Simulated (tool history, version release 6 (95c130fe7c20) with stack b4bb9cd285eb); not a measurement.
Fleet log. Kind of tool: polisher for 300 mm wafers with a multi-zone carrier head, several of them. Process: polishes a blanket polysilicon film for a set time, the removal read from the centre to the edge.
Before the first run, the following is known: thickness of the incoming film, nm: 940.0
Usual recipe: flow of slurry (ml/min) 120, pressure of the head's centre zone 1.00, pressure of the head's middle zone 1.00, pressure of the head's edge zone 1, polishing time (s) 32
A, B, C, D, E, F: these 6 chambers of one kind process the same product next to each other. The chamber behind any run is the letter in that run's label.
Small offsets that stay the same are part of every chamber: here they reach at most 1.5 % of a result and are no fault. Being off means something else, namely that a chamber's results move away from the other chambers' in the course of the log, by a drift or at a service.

run	day	flow of slurry (ml/min)	pressure of the head's centre zone	pressure of the head's middle zone	pressure of the head's edge zone	polishing time (s)	film removed at the wafer's centre (angstrom)	film removed at mid-radius (angstrom)	film removed at the wafer's edge (angstrom)
# day 0.021: chamber D: worn pad replaced by a new one
1F	0.342	120	1.00	1.00	1	32	1934.5	1953.1	1950.5
2C	0.658	120	1.00	1.00	1	32	1918.3	1910.7	1943.7
3B	0.829	120	1.00	1.00	1	32	1940.3	1944.2	1924.7
# day 0.896: chamber A: worn pad replaced by a new one
# day 0.946: chamber B: worn pad replaced by a new one
# day 1.012: chamber C: worn pad replaced by a new one
4E	1.021	120	1.00	1.00	1	32	1948.9	1902.7	1903.9
5A	1.229	120	1.00	1.00	1	32	1937.1	1893.7	1929.1
# day 1.242: chamber B: centre zone pressure recalibrated
# day 1.454: chamber E: slurry nozzle cleaned
6D	1.479	120	0.93	1.00	1	32	1784.9	1947.7	1918.7
7C	1.717	120	0.93	1.00	1	32	1776.5	1901.3	1955.5
8A	1.979	120	0.93	1.00	1	32	1778.4	1950.3	1942.9
# day 2.054: chamber F: worn pad replaced by a new one
9B	2.162	120	0.93	1.00	1	32	1791.5	1958.0	1919.9
# day 2.192: chamber D: worn pad replaced by a new one
10E	2.450	120	0.93	1.00	1	32	1794.4	1976.5	1906.3
# day 2.454: chamber A: slurry nozzle cleaned
# day 2.579: chamber F: slurry nozzle cleaned
11D	2.667	120	0.93	1.00	1	32	1766.0	1982.3	1917.9
12F	2.904	120	1.00	1.00	1	32	1917.6	1953.1	1941.6
13A	3.117	105	1.05	1.00	1	32	1965.9	1833.9	1888.9
# day 3.196: chamber A: worn pad replaced by a new one
# day 3.279: chamber E: worn pad replaced by a new one
14C	3.467	105	1.05	1.00	1	32	1920.1	1818.3	1853.4
# day 3.654: chamber B: worn pad replaced by a new one
15B	3.712	105	1.05	1.00	1	32	1999.8	1895.1	1850.1
16F	4.054	105	1.05	1.00	1	32	1934.7	1886.1	1914.2
17E	4.250	105	1.05	1.00	1	32	1974.3	1858.8	1896.6
# day 4.492: chamber D: slurry nozzle cleaned
18D	4.512	105	1.05	1.00	1	32	1945.3	1891.2	1865.6
# day 4.625: chamber D: worn pad replaced by a new one
# day 4.708: chamber F: worn pad replaced by a new one
19C	4.746	120	1.00	1.00	1	32	1879.6	1863.0	1911.4
20A	4.908	120	1.00	1.00	1	32	1941.2	1912.0	1951.1
# day 5.058: chamber F: centre zone pressure recalibrated
21B	5.083	120	1.00	1.00	1	32	1934.2	1972.2	1887.6
22D	5.425	120	1.00	1.00	1	32	1912.1	1928.1	1906.7
# day 5.675: chamber A: worn pad replaced by a new one
23E	5.746	120	1.00	1.00	1	32	1974.1	1951.5	1922.4
24F	5.962	120	1.00	1.00	1	32	1948.6	1923.6	1968.1
# day 5.988: chamber C: centre zone pressure recalibrated
# day 6.271: chamber B: worn pad replaced by a new one
25E	6.288	120	1.00	1.00	1	32	1936.9	1953.1	1918.8
# day 6.338: chamber C: worn pad replaced by a new one
26B	6.571	120	1.00	1.00	1	32	1952.5	1929.0	1900.7
27A	6.754	120	1.00	1.00	1	32	1913.2	1944.8	1942.4
# day 6.842: chamber E: worn pad replaced by a new one
28C	6.983	120	1.00	1.00	1	32	1837.7	1815.3	1879.8
# day 7.054: chamber D: worn pad replaced by a new one
29D	7.158	120	1.00	1.00	1	32	1891.7	1918.0	1913.7
30F	7.450	120	1.00	1.00	1	32	1932.2	1934.4	1943.1
31C	7.621	120	1.00	1.00	1	32	1831.7	1833.4	1862.4
# day 7.771: chamber F: worn pad replaced by a new one
# day 7.788: chamber A: worn pad replaced by a new one
32A	7.983	155	1.00	1.09	1	32	2071.7	2199.4	1995.7
33D	8.196	155	1.00	1.09	1	32	1996.2	2260.1	1989.5
34F	8.521	155	1.00	1.09	1	32	2051.4	2208.7	2027.2
35B	8.783	155	1.00	1.09	1	32	2067.7	2259.8	1978.1
# day 8.850: chamber B: worn pad replaced by a new one
36E	8.954	155	1.00	1.09	1	32	2048.2	2204.5	2003.0
37B	9.292	155	1.00	1.09	1	32	2096.3	2199.2	1998.5
# day 9.317: chamber D: worn pad replaced by a new one
38A	9.496	120	1.00	1.00	1	32	1926.3	1924.1	1940.2
39F	9.779	120	1.00	1.00	1	32	1917.3	1927.1	1979.6
40C	10.100	120	1.00	1.00	1	32	1792.1	1794.2	1854.7
41E	10.271	120	1.05	1.00	1	32	2070.3	1913.2	1937.8
42D	10.592	120	1.05	1.00	1	32	2032.9	1958.5	1910.1

All 6 chambers run these settings next. Forecast each chamber's results:
43A	10.854	120	1.00	1.00	1	32	?	?	?
43B	10.854	120	1.00	1.00	1	32	?	?	?
43C	10.854	120	1.00	1.00	1	32	?	?	?
43D	10.854	120	1.00	1.00	1	32	?	?	?
43E	10.854	120	1.00	1.00	1	32	?	?	?
43F	10.854	120	1.00	1.00	1	32	?	?	?

run	film removed at the wafer's centre (angstrom)	film removed at mid-radius (angstrom)	film removed at the wafer's edge (angstrom)
43A	1923.4	1905.8	1936.0
43B	1946.4	1915.4	1873.1
43C	1785.5	1765.1	1822.1
43D	1911.9	1950.0	1938.8
43E	1944.7	1951.8	1939.7
43F	1939.2	1924.6	1944.1

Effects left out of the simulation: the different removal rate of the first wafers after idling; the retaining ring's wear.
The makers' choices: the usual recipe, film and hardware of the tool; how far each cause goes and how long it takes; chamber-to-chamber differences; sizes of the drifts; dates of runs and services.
